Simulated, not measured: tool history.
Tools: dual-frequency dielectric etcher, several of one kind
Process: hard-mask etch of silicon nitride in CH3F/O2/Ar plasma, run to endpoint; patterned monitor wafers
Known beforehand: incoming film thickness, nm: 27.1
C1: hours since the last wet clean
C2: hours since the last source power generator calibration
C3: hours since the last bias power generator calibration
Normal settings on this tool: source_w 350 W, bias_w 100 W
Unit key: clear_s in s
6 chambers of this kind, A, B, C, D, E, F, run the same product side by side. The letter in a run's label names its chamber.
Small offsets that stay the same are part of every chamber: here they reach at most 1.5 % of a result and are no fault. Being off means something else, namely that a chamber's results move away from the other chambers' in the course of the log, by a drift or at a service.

{"run": "1C", "hour": 7.0, "source_w": 350, "bias_w": 100, "C1": 526.4, "C2": 733.8, "C3": 1205.6, "clear_s": 36.766}
{"hour": 12.0, "done": "chamber A: wet clean of the chamber"}
{"run": "2F", "hour": 14.7, "source_w": 350, "bias_w": 100, "C1": 607.3, "C2": 338.6, "C3": 821.8, "clear_s": 36.914}
{"hour": 15.0, "done": "chamber C: wet clean of the chamber"}
{"run": "3A", "hour": 24.5, "source_w": 350, "bias_w": 100, "C1": 12.6, "C2": 3255.7, "C3": 3788.8, "clear_s": 37.118}
{"run": "4B", "hour": 34.5, "source_w": 350, "bias_w": 100, "C1": 222.6, "C2": 2135.0, "C3": 2147.5, "clear_s": 36.45}
{"hour": 40.3, "done": "chamber D: wet clean of the chamber"}
{"run": "5E", "hour": 42.3, "source_w": 350, "bias_w": 100, "C1": 328.0, "C2": 1595.9, "C3": 449.5, "clear_s": 36.708}
{"run": "6D", "hour": 48.7, "source_w": 350, "bias_w": 100, "C1": 8.4, "C2": 1936.6, "C3": 2559.0, "clear_s": 36.308}
{"run": "7C", "hour": 55.4, "source_w": 350, "bias_w": 100, "C1": 40.5, "C2": 782.2, "C3": 1254.0, "clear_s": 36.699}
{"run": "8D", "hour": 61.9, "source_w": 350, "bias_w": 100, "C1": 21.6, "C2": 1949.8, "C3": 2572.2, "clear_s": 36.494}
{"run": "9A", "hour": 71.2, "source_w": 350, "bias_w": 100, "C1": 59.3, "C2": 3302.4, "C3": 3835.5, "clear_s": 36.985}
{"run": "10F", "hour": 77.2, "source_w": 350, "bias_w": 100, "C1": 669.8, "C2": 401.1, "C3": 884.3, "clear_s": 36.939}
{"run": "11E", "hour": 88.3, "source_w": 350, "bias_w": 100, "C1": 374.0, "C2": 1641.9, "C3": 495.5, "clear_s": 36.816}
{"run": "12B", "hour": 100.2, "source_w": 350, "bias_w": 100, "C1": 288.3, "C2": 2200.7, "C3": 2213.2, "clear_s": 36.661}
{"run": "13D", "hour": 110.5, "source_w": 350, "bias_w": 100, "C1": 70.2, "C2": 1998.4, "C3": 2620.8, "clear_s": 36.554}
{"hour": 115.0, "done": "chamber F: wet clean of the chamber"}
{"run": "14F", "hour": 116.3, "source_w": 350, "bias_w": 100, "C1": 1.4, "C2": 440.2, "C3": 923.4, "clear_s": 37.776}
{"run": "15E", "hour": 125.7, "source_w": 350, "bias_w": 100, "C1": 411.4, "C2": 1679.3, "C3": 532.9, "clear_s": 36.884}
{"run": "16A", "hour": 130.9, "source_w": 350, "bias_w": 100, "C1": 119.0, "C2": 3362.1, "C3": 3895.2, "clear_s": 37.03}
{"run": "17C", "hour": 137.1, "source_w": 350, "bias_w": 100, "C1": 122.2, "C2": 863.9, "C3": 1335.7, "clear_s": 36.78}
{"run": "18B", "hour": 148.7, "source_w": 350, "bias_w": 100, "C1": 336.8, "C2": 2249.2, "C3": 2261.7, "clear_s": 36.653}
{"run": "19B", "hour": 158.6, "source_w": 350, "bias_w": 100, "C1": 346.7, "C2": 2259.1, "C3": 2271.6, "clear_s": 36.643}
{"run": "20F", "hour": 168.3, "source_w": 350, "bias_w": 115, "C1": 53.4, "C2": 492.2, "C3": 975.4, "clear_s": 35.861}
{"run": "21C", "hour": 174.5, "source_w": 350, "bias_w": 115, "C1": 159.6, "C2": 901.3, "C3": 1373.1, "clear_s": 34.8}
{"run": "22E", "hour": 186.0, "source_w": 350, "bias_w": 115, "C1": 471.7, "C2": 1739.6, "C3": 593.2, "clear_s": 34.773}
{"run": "23D", "hour": 192.4, "source_w": 350, "bias_w": 115, "C1": 152.1, "C2": 2080.3, "C3": 2702.7, "clear_s": 34.706}
{"run": "24A", "hour": 200.6, "source_w": 350, "bias_w": 115, "C1": 188.7, "C2": 3431.8, "C3": 3964.9, "clear_s": 35.199}
{"run": "25A", "hour": 212.3, "source_w": 350, "bias_w": 115, "C1": 200.4, "C2": 3443.5, "C3": 3976.6, "clear_s": 35.1}
{"run": "26D", "hour": 219.4, "source_w": 350, "bias_w": 100, "C1": 179.1, "C2": 2107.3, "C3": 2729.7, "clear_s": 36.414}
{"run": "27B", "hour": 227.1, "source_w": 260, "bias_w": 116, "C1": 415.2, "C2": 2327.6, "C3": 2340.1, "clear_s": 38.295}
{"run": "28F", "hour": 235.2, "source_w": 260, "bias_w": 116, "C1": 120.3, "C2": 559.1, "C3": 1042.3, "clear_s": 39.85}
{"run": "29E", "hour": 244.6, "source_w": 260, "bias_w": 116, "C1": 530.3, "C2": 1798.2, "C3": 651.8, "clear_s": 38.742}
{"run": "30C", "hour": 255.6, "source_w": 260, "bias_w": 116, "C1": 240.7, "C2": 982.4, "C3": 1454.2, "clear_s": 38.801}
{"run": "31B", "hour": 262.4, "source_w": 260, "bias_w": 116, "C1": 450.5, "C2": 2362.9, "C3": 2375.4, "clear_s": 38.318}
{"run": "32E", "hour": 271.0, "source_w": 260, "bias_w": 116, "C1": 556.7, "C2": 1824.6, "C3": 678.2, "clear_s": 38.649}
{"hour": 274.6, "done": "chamber B: wet clean of the chamber"}
{"run": "33A", "hour": 281.2, "source_w": 390, "bias_w": 112, "C1": 269.3, "C2": 3512.4, "C3": 4045.5, "clear_s": 34.061}
{"run": "34F", "hour": 286.4, "source_w": 390, "bias_w": 112, "C1": 171.5, "C2": 610.3, "C3": 1093.5, "clear_s": 34.826}
{"run": "35C", "hour": 296.3, "source_w": 390, "bias_w": 112, "C1": 281.4, "C2": 1023.1, "C3": 1494.9, "clear_s": 33.858}
{"run": "36D", "hour": 306.3, "source_w": 390, "bias_w": 112, "C1": 266.0, "C2": 2194.2, "C3": 2816.6, "clear_s": 33.576}
{"run": "37B", "hour": 311.9, "source_w": 390, "bias_w": 112, "C1": 37.3, "C2": 2412.4, "C3": 2424.9, "clear_s": 33.699}

For the next run the whole fleet of 6 chambers uses the same settings. Give each chamber's results:
{"run": "38A", "hour": 320.5, "source_w": 350, "bias_w": 100, "clear_s": "?"}
{"run": "38B", "hour": 320.5, "source_w": 350, "bias_w": 100, "clear_s": "?"}
{"run": "38C", "hour": 320.5, "source_w": 350, "bias_w": 100, "clear_s": "?"}
{"run": "38D", "hour": 320.5, "source_w": 350, "bias_w": 100, "clear_s": "?"}
{"run": "38E", "hour": 320.5, "source_w": 350, "bias_w": 100, "clear_s": "?"}
{"run": "38F", "hour": 320.5, "source_w": 350, "bias_w": 100, "clear_s": "?"}

run=38A clear_s=37.078
run=38B clear_s=36.589
run=38C clear_s=36.673
run=38D clear_s=36.338
run=38E clear_s=36.726
run=38F clear_s=37.606

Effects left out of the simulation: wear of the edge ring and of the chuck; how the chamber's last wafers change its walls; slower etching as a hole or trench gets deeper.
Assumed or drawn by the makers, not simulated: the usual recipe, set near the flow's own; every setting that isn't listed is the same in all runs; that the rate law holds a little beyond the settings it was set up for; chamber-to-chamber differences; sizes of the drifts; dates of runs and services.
